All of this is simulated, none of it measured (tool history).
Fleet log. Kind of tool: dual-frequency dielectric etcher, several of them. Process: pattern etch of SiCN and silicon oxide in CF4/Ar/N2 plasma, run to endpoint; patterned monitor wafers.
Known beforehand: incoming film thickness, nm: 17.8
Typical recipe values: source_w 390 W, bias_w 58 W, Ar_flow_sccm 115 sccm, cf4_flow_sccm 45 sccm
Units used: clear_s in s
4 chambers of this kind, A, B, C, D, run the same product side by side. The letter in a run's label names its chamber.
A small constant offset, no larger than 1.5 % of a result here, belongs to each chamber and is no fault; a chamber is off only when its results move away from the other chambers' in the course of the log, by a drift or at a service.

run   hour  source_w  bias_w  Ar_flow_sccm  cf4_flow_sccm  clear_s
 1C    9.8       390      58           115             45    27.63
 2D   17.1       390      58           115             45   27.856
 3B   24.3       390      58           115             45   27.523
 4A   31.4       390      58           115             45   28.355
      35.5  -- chamber A: wet clean of the chamber
 5A   44.6       390      58           115             45   28.248
 6B     52       390      58           115             45   27.484
 7C   66.4       390      58           115             45    28.01
 8D   75.9       390      58           115             45   27.923
 9A   87.5       390      58           115             45   28.332
10C   98.3       390      58           115             45   27.921
11D  108.6       390      58           115             45   27.905
12B  115.4       390      58           115             45   27.516
13C  127.4       390      58           115             45   27.939
14D  134.1       390      58           115             45   27.955
     141.3  -- chamber D: wet clean of the chamber
15B    142       390      58           115             45     27.2
16A  149.5       390      58           115             45   28.268
17C    157       330      58           137             45   33.133
18A  164.8       330      58           137             45   33.692
19D  177.7       330      58           137             45   33.113
20B  188.6       330      58           137             45   32.867
21C  202.6       390      58           115             45   28.051
22A  213.8       390      58           115             45   28.159
       216  -- chamber C: wet clean of the chamber
     218.5  -- chamber B: wet clean of the chamber
23D  222.7       390      58           115             36    28.75
24B  230.5       390      58           115             36   27.928
25D  243.8       390      58           115             36    29.23
26A  253.8       390      58           115             36   29.425
27C  266.3       390      58           115             45   27.714
28B  279.1       390      58           115             45   26.648
     290.9  -- chamber C: CF4 flow controller replaced
29B    291       390      58           115             37   27.764
30D  298.6       390      58           115             37   29.104
31C    309       390      58           115             37   28.982
32A  318.9       390      58           115             37    29.21
33D  334.1       390      58           115             45    28.02
34C  345.2       390      58           141             51   28.044
35A  353.2       390      58           141             51   28.479
     353.3  -- chamber A: bias power generator calibrated
36B  367.2       390      58           141             51   27.282
37D    378       390      58           141             51   28.129
38B    386       390      58           115             45   26.862
39A  398.6       390      58           115             45   28.366

Has any chamber moved away from the others, gradually or after a service, or does the common gauge drift, or do the chambers differ only by their own small steady offsets? State the chamber and the most likely cause if one applies.

Chamber B came out of a service off from its peers and stayed that way.
What lies behind it: etch rate over this chamber's usual, % = 2.69.

Here are 4 candidates for chamber B's next run, each the usual settings with a change, their results left as question marks. Which one brings its results back in line with what the others give on the usual settings?
Counts as in line when no further than this from what the other chambers average on the usual settings: clear_s 0.51 s
40B-1  409.7       410      58           114             45        ?
40B-2  409.7       390      58           115             48        ?
40B-3  409.7       390      51           115             45        ?
40B-4  409.7       390      58           122             45        ?

Other chambers, usual settings, mean: clear_s 27.996 s
  run  clear_s
40B-1   25.621
40B-2   26.524
40B-3   28.073
40B-4   27.111
40B-3 is the one that brings the chamber's results back in line with the other chambers.

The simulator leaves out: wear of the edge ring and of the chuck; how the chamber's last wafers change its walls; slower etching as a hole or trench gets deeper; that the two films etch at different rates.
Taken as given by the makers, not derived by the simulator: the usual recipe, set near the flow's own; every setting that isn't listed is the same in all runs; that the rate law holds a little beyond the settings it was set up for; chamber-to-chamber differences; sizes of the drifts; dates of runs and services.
